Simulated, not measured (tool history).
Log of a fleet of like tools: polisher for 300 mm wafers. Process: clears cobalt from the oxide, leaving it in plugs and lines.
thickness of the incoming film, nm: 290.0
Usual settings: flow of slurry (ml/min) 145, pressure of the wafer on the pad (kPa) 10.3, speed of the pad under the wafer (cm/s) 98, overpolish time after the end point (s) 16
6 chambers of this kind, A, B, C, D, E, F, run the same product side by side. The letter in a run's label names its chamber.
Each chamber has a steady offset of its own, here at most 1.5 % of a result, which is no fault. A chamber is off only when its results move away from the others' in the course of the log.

run     day  flow of slurry (ml/min)  pressure of the wafer on the pad (kPa)  speed of the pad under the wafer (cm/s)  overpolish time after the end point (s)  wafers polished on this pad  hours since the slurry nozzle was cleaned  hours since the head pressure was calibrated  time until the end point was called (s)  dishing of a wide line in a test structure (angstrom)
 1F   0.367                      145                                    10.3                                       98                                       16                           97                                      812.9                                         210.5                                   90.496                                                 344.13
      0.604  -- chamber E: worn pad replaced by a new one
 2E   0.767                      145                                    10.3                                       98                                       16                           23                                      132.0                                         338.5                                   95.430                                                 346.74
 3B   1.146                      145                                    10.3                                       98                                       16                          605                                      336.3                                         334.7                                   91.632                                                 350.67
 4C   1.500                      145                                    10.3                                       98                                       16                         1053                                      694.3                                         355.9                                   97.782                                                 361.26
      1.738  -- chamber B: worn pad replaced by a new one
 5D   1.833                      145                                    10.3                                       98                                       16                          969                                       58.4                                         811.4                                   93.134                                                 365.91
 6A   2.117                      145                                    10.3                                       98                                       16                          440                                      375.4                                         505.9                                   92.509                                                 361.36
      2.171  -- chamber A: slurry nozzle cleaned
      2.200  -- chamber F: slurry nozzle cleaned
      2.371  -- chamber C: slurry nozzle cleaned
 7A   2.579                      145                                    10.3                                       98                                       16                          505                                        9.9                                         517.0                                   91.950                                                 343.17
      2.846  -- chamber A: worn pad replaced by a new one
      2.871  -- chamber D: worn pad replaced by a new one
 8C   2.975                      145                                    10.3                                       98                                       16                         1260                                       14.5                                         391.3                                   92.509                                                 348.88
      3.262  -- chamber F: worn pad replaced by a new one
 9B   3.350                      145                                    10.3                                       86                                        9                          226                                      389.2                                         387.6                                  103.610                                                 208.25
10E   3.921                      145                                    10.3                                       86                                        9                          465                                      207.7                                         414.2                                  108.920                                                 206.94
11D   4.350                      145                                    10.3                                       86                                        9                          207                                      118.8                                         871.8                                  106.400                                                 202.89
      4.404  -- chamber C: worn pad replaced by a new one
12F   4.667                      145                                    10.3                                       86                                        9                          196                                       59.3                                         313.7                                  107.180                                                 216.11
13F   5.242                      145                                    10.3                                       86                                        9                          277                                       73.1                                         327.5                                  103.030                                                 208.63
14E   5.621                      145                                    10.3                                       86                                        9                          703                                      248.5                                         455.0                                  105.570                                                 209.68
15A   6.067                      145                                    10.3                                       98                                       16                          451                                       93.6                                         600.7                                   92.329                                                 348.20
      6.479  -- chamber B: worn pad replaced by a new one
16B   6.662                      145                                    10.3                                       98                                       16                           25                                      468.7                                         467.1                                   94.890                                                 359.59
      6.700  -- chamber A: worn pad replaced by a new one
17C   7.146                      145                                    10.3                                       98                                       16                          384                                      114.6                                         491.4                                   94.367                                                 342.61
      7.162  -- chamber E: worn pad replaced by a new one
      7.208  -- chamber F: worn pad replaced by a new one
18D   7.742                      145                                    10.3                                       98                                       16                          682                                      200.2                                         953.2                                   92.635                                                 370.66
19C   8.008                      145                                    10.3                                       98                                       16                          505                                      135.3                                         512.1                                   95.051                                                 357.61
20B   8.375                      145                                    10.3                                       98                                       16                          265                                      509.8                                         508.2                                   92.789                                                 363.83
      8.471  -- chamber D: slurry nozzle cleaned
21A   8.662                      115                                     8.3                                       98                                       16                          275                                      155.9                                         663.0                                  120.740                                                 291.13
22D   8.983                      115                                     8.3                                       98                                       16                          856                                       12.3                                         983.0                                  120.570                                                 296.70
      9.012  -- chamber A: head pressure recalibrated
23F   9.604                      115                                     8.3                                       98                                       16                          336                                      177.8                                         432.2                                  125.180                                                 291.04
24E   9.879                      115                                     8.3                                       98                                       16                          380                                      350.7                                         557.2                                  123.160                                                 295.87
25D  10.371                      115                                     8.3                                       98                                       16                         1051                                       45.6                                        1016.3                                  115.930                                                 304.68
     10.442  -- chamber B: worn pad replaced by a new one
     10.783  -- chamber A: worn pad replaced by a new one
26B  10.958                      115                                     8.3                                       98                                       16                           72                                      571.8                                         570.2                                  120.370                                                 289.07
     11.396  -- chamber D: worn pad replaced by a new one
27C  11.450                      145                                    10.3                                       98                                       16                          987                                      217.9                                         594.7                                   92.657                                                 365.03
     11.746  -- chamber F: worn pad replaced by a new one
28A  11.917                      145                                    13.8                                       98                                       16                          158                                      234.0                                          69.8                                   72.711                                                 418.72
     12.200  -- chamber F: head pressure recalibrated
29E  12.354                      145                                    13.8                                       98                                       16                          727                                      410.1                                         616.6                                   70.073                                                 434.31
30F  12.838                      145                                    13.8                                       98                                       16                          153                                      255.4                                          15.4                                   68.295                                                 439.22
     13.167  -- chamber E: worn pad replaced by a new one
31B  13.404                      145                                    13.8                                       98                                       16                          415                                      630.5                                         628.9                                   71.674                                                 438.69
32C  13.996                      145                                    13.8                                       98                                       16                         1344                                      279.0                                         655.8                                   68.997                                                 404.20
33E  14.429                      145                                    13.8                                       98                                       16                          177                                      459.9                                         666.4                                   70.992                                                 435.66
34A  14.979                      145                                    10.3                                       98                                       16                          588                                      307.5                                         143.3                                   90.835                                                 349.74
35F  15.550                      145                                    10.3                                      110                                       10                          533                                      320.5                                          80.5                                   83.064                                                 280.82
36D  15.879                      145                                    10.3                                      110                                       10                          628                                      177.8                                        1148.5                                   81.159                                                 273.21

All 6 chambers run these settings next. Forecast each chamber's results:
37A  16.321                      145                                    10.3                                       98                                       16                                                                                                                                                              ?                                                      ?
37B  16.321                      145                                    10.3                                       98                                       16                                                                                                                                                              ?                                                      ?
37C  16.321                      145                                    10.3                                       98                                       16                                                                                                                                                              ?                                                      ?
37D  16.321                      145                                    10.3                                       98                                       16                                                                                                                                                              ?                                                      ?
37E  16.321                      145                                    10.3                                       98                                       16                                                                                                                                                              ?                                                      ?
37F  16.321                      145                                    10.3                                       98                                       16                                                                                                                                                              ?                                                      ?

run  time until the end point was called (s)  dishing of a wide line in a test structure (angstrom)
37A                                   96.831                                                 353.86
37B                                   93.235                                                 351.98
37C                                   93.027                                                 356.11
37D                                   92.229                                                 355.58
37E                                   93.710                                                 354.15
37F                                   93.804                                                 335.63
